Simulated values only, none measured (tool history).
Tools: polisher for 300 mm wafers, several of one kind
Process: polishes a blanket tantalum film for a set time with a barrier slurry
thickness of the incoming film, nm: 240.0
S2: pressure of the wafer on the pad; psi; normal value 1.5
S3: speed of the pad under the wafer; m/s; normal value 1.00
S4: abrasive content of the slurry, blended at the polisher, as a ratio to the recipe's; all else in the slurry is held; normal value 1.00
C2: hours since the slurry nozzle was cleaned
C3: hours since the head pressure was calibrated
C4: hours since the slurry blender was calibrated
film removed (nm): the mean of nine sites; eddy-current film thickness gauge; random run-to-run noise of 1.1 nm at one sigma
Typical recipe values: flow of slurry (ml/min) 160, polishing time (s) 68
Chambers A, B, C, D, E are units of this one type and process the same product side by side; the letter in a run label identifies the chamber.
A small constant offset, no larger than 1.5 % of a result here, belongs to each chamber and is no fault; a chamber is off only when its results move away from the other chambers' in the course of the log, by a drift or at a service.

At hour 9.2: chamber B: slurry blender recalibrated.
At hour 10.0: chamber D: slurry nozzle cleaned.
Run 1A, hour 12.4: usual settings; wafers polished on this pad 431; C2 62.5; C3 287.1; C4 134.0. Result: film removed (nm) 98.780.
Run 2C, hour 21.0: usual settings; wafers polished on this pad 252; C2 235.4; C3 319.7; C4 28.0. Result: film removed (nm) 99.061.
At hour 28.8: chamber D: worn pad replaced by a new one.
Run 3D, hour 30.9: usual settings; wafers polished on this pad 14; C2 21.0; C3 980.2; C4 41.4. Result: film removed (nm) 99.954.
At hour 34.1: chamber E: worn pad replaced by a new one.
Run 4B, hour 42.8: usual settings; wafers polished on this pad 760; C2 534.3; C3 153.9; C4 33.7. Result: film removed (nm) 99.900.
At hour 50.2: chamber B: slurry nozzle cleaned.
Run 5E, hour 53.9: usual settings; wafers polished on this pad 130; C2 320.6; C3 178.6; C4 198.9. Result: film removed (nm) 98.592.
At hour 56.4: chamber A: worn pad replaced by a new one.
Run 6C, hour 63.3: usual settings; wafers polished on this pad 529; C2 277.7; C3 362.0; C4 70.3. Result: film removed (nm) 96.852.
Run 7A, hour 74.7: usual settings; wafers polished on this pad 120; C2 124.8; C3 349.4; C4 196.3. Result: film removed (nm) 99.759.
Run 8E, hour 86.6: usual settings but S2 1.7 psi, polishing time (s) 45; wafers polished on this pad 344; C2 353.3; C3 211.3; C4 231.6. Result: film removed (nm) 74.577.
Run 9B, hour 95.4: usual settings but S2 1.7 psi, polishing time (s) 45; wafers polished on this pad 1105; C2 45.3; C3 206.5; C4 86.3. Result: film removed (nm) 73.636.
At hour 100.4: chamber A: head pressure recalibrated.
Run 10D, hour 102.2: usual settings but S2 1.7 psi, polishing time (s) 45; wafers polished on this pad 481; C2 92.3; C3 1051.5; C4 112.7. Result: film removed (nm) 74.250.
Run 11C, hour 109.6: usual settings but S2 1.7 psi, polishing time (s) 45; wafers polished on this pad 833; C2 324.0; C3 408.3; C4 116.6. Result: film removed (nm) 72.777.
At hour 112.1: chamber D: slurry blender recalibrated.
At hour 118.8: chamber C: worn pad replaced by a new one.
Run 12D, hour 121.1: usual settings but S2 1.7 psi, polishing time (s) 45; wafers polished on this pad 605; C2 111.2; C3 1070.4; C4 9.0. Result: film removed (nm) 73.816.
At hour 126.4: chamber B: slurry blender recalibrated.
Run 13E, hour 127.4: usual settings; wafers polished on this pad 612; C2 394.1; C3 252.1; C4 272.4. Result: film removed (nm) 97.751.
At hour 136.5: chamber B: worn pad replaced by a new one.
Run 14A, hour 139.3: usual settings but flow of slurry (ml/min) 110, S3 1.32 m/s; wafers polished on this pad 544; C2 189.4; C3 38.9; C4 260.9. Result: film removed (nm) 122.590.
At hour 147.6: chamber A: worn pad replaced by a new one.
Run 15B, hour 148.3: usual settings but flow of slurry (ml/min) 110, S3 1.32 m/s; wafers polished on this pad 77; C2 98.2; C3 259.4; C4 22.0. Result: film removed (nm) 121.730.
Run 16A, hour 155.0: usual settings but flow of slurry (ml/min) 110, S3 1.32 m/s; wafers polished on this pad 48; C2 205.1; C3 54.6; C4 276.6. Result: film removed (nm) 124.140.
Run 17C, hour 164.1: usual settings but flow of slurry (ml/min) 110, S3 1.32 m/s; wafers polished on this pad 297; C2 378.5; C3 462.8; C4 171.1. Result: film removed (nm) 117.720.
Run 18E, hour 173.9: usual settings but flow of slurry (ml/min) 110, S3 1.32 m/s; wafers polished on this pad 917; C2 440.6; C3 298.6; C4 318.9. Result: film removed (nm) 121.510.
Run 19B, hour 184.7: usual settings but S4 0.75; wafers polished on this pad 316; C2 134.6; C3 295.8; C4 58.4. Result: film removed (nm) 89.372.
Run 20D, hour 195.9: usual settings but S4 0.75; wafers polished on this pad 1096; C2 186.0; C3 1145.2; C4 83.8. Result: film removed (nm) 89.975.
At hour 198.2: chamber E: worn pad replaced by a new one.
Run 21D, hour 203.9: usual settings but S4 0.75; wafers polished on this pad 1148; C2 194.0; C3 1153.2; C4 91.8. Result: film removed (nm) 90.451.
Run 22C, hour 210.0: usual settings but S4 0.75; wafers polished on this pad 598; C2 424.4; C3 508.7; C4 217.0. Result: film removed (nm) 87.663.
At hour 213.4: chamber D: head pressure recalibrated.
At hour 216.0: chamber E: slurry blender recalibrated.
Run 23B, hour 217.1: usual settings but S4 0.75; wafers polished on this pad 528; C2 167.0; C3 328.2; C4 90.8. Result: film removed (nm) 90.735.
At hour 229.7: chamber C: worn pad replaced by a new one.
Run 24E, hour 229.7: usual settings; wafers polished on this pad 206; C2 496.4; C3 354.4; C4 13.7. Result: film removed (nm) 99.968.
At hour 232.8: chamber D: worn pad replaced by a new one.
Run 25A, hour 239.8: usual settings; wafers polished on this pad 604; C2 289.9; C3 139.4; C4 361.4. Result: film removed (nm) 98.787.
At hour 245.9: chamber B: slurry blender recalibrated.
Run 26A, hour 247.0: usual settings; wafers polished on this pad 651; C2 297.1; C3 146.6; C4 368.6. Result: film removed (nm) 99.465.
At hour 258.1: chamber D: slurry blender recalibrated.
Run 27E, hour 259.5: usual settings; wafers polished on this pad 402; C2 526.2; C3 384.2; C4 43.5. Result: film removed (nm) 98.511.
Run 28B, hour 267.6: usual settings; wafers polished on this pad 860; C2 217.5; C3 378.7; C4 21.7. Result: film removed (nm) 99.581.
Run 29C, hour 274.6: usual settings; wafers polished on this pad 294; C2 489.0; C3 573.3; C4 281.6. Result: film removed (nm) 96.092.
Run 30D, hour 284.4: usual settings but S2 2.0 psi, polishing time (s) 84; wafers polished on this pad 338; C2 274.5; C3 71.0; C4 26.4. Result: film removed (nm) 163.190.
Run 31C, hour 296.7: usual settings but S2 2.0 psi, polishing time (s) 84; wafers polished on this pad 439; C2 511.1; C3 595.4; C4 303.7. Result: film removed (nm) 165.080.

Does one chamber stand apart from the rest, does the shared gauge drift, or is all well apart from small per-chamber offsets? Give the chamber and the most likely cause, where there is one.

Neither any chamber nor the gauge drifts; the chambers differ only by their own small, steady offsets.
